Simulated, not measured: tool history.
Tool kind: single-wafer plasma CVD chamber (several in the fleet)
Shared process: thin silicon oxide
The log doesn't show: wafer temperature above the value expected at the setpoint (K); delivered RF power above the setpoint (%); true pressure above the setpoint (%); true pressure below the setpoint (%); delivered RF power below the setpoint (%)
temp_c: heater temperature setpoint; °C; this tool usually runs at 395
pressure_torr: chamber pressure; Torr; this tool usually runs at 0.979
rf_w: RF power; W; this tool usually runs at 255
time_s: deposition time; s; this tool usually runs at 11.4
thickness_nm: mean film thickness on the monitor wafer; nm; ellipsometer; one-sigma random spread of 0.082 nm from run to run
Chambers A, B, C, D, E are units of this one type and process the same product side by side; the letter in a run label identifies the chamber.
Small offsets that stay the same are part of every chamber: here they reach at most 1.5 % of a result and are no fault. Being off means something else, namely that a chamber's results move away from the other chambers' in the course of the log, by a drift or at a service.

run	day	temp_c	pressure_torr	rf_w	time_s	hours since the last thermocouple change	hours since the last RF generator calibration	hours since the last manometer calibration	read-back reference wafer on the same gauge, thickness_nm	thickness_nm
1D	0.138	395	0.979	255	11.4	835.1	1200.6	228.6	24.788	22.928
2B	0.408	395	0.979	255	11.4	1113.0	1753.8	1020.5	24.791	23.332
3A	0.621	395	0.979	255	11.4	1425.5	317.2	158.1	24.810	23.440
4E	0.892	395	0.979	255	11.4	1343.3	1407.1	162.0	24.782	23.006
5C	1.083	395	0.979	255	11.4	1584.3	158.8	1097.5	24.810	23.422
6B	1.325	395	0.979	255	11.4	1135.0	1775.8	1042.5	24.784	23.124
7C	1.529	395	0.979	255	11.4	1595.0	169.5	1108.2	24.797	23.493
8D	1.829	395	0.979	255	9.7	875.7	1241.2	269.2	24.779	19.353
9E	2.000	395	0.979	255	9.7	1369.9	1433.7	188.6	24.793	19.526
10A	2.275	395	0.979	255	9.7	1465.2	356.9	197.8	24.839	19.846
11E	2.508	395	0.979	255	9.7	1382.1	1445.9	200.8	24.817	19.539
12B	2.671	395	0.979	255	9.7	1167.3	1808.1	1074.8	24.800	19.702
13A	2.846	395	0.979	255	11.4	1478.9	370.6	211.5	24.805	23.512
14D	3.083	395	0.979	255	11.4	905.8	1271.3	299.3	24.765	22.547
# day 3.300: chamber B: RF generator calibrated
15C	3.375	395	0.979	255	11.4	1639.3	213.8	1152.5	24.815	23.360
16D	3.592	401	0.979	255	9.6	918.0	1283.5	311.5	24.778	18.963
17A	3.738	401	0.979	255	9.6	1500.3	392.0	232.9	24.792	19.475
18B	4.029	401	0.979	255	9.6	1199.9	17.5	1107.4	24.793	19.398
19C	4.325	401	0.979	255	9.6	1662.1	236.6	1175.3	24.817	19.529
20E	4.488	401	0.979	255	9.6	1429.6	1493.4	248.3	24.783	19.186
21C	4.704	395	0.979	220	11.4	1671.2	245.7	1184.4	24.805	21.879
22E	5.008	395	0.979	220	11.4	1442.1	1505.9	260.8	24.793	21.605
23D	5.275	395	0.979	220	11.4	958.4	1323.9	351.9	24.795	20.974
24B	5.542	395	0.979	220	11.4	1236.2	53.8	1143.7	24.818	21.492
25A	5.704	395	0.979	220	11.4	1547.5	439.2	280.1	24.787	21.943
26E	5.904	395	0.979	255	11.4	1463.6	1527.4	282.3	24.800	22.934
27A	6.046	395	0.979	255	11.4	1555.7	447.4	288.3	24.829	23.323
28B	6.200	395	0.979	255	11.4	1252.0	69.6	1159.5	24.791	23.149
29D	6.379	381	1.071	255	11.4	984.9	1350.4	378.4	24.796	23.703
30C	6.662	381	1.071	255	11.4	1718.2	292.7	1231.4	24.786	25.078

Which is it: a chamber that has drifted or been left off by a service, a gauge drift common to all chambers, or only each chamber's usual small offset? If a chamber is off, name it and its likeliest cause.

Chamber D drifts away from the others.
Cause: delivered RF power below the setpoint (%) = 8.22.
It could be hard to tell apart here from: true pressure below the setpoint (%).

Which of the 4 candidates below, each the usual settings with something changed and its results left as question marks, puts chamber D back in line with what the other chambers give on the usual settings?
In-line tolerance around the mean of the other chambers on the usual settings: thickness_nm 0.290 nm
31D-1	6.879	395	0.979	250	10.9					?
31D-2	6.879	395	0.964	255	11.3					?
31D-3	6.879	395	1.007	260	11.7					?
31D-4	6.879	395	1.005	260	11.4					?

Mean of the other chambers on the usual settings: thickness_nm 23.228 nm
run	thickness_nm
31D-1	20.972
31D-2	21.665
31D-3	23.341
31D-4	22.714
31D-3 puts the chamber back in line with the other chambers.

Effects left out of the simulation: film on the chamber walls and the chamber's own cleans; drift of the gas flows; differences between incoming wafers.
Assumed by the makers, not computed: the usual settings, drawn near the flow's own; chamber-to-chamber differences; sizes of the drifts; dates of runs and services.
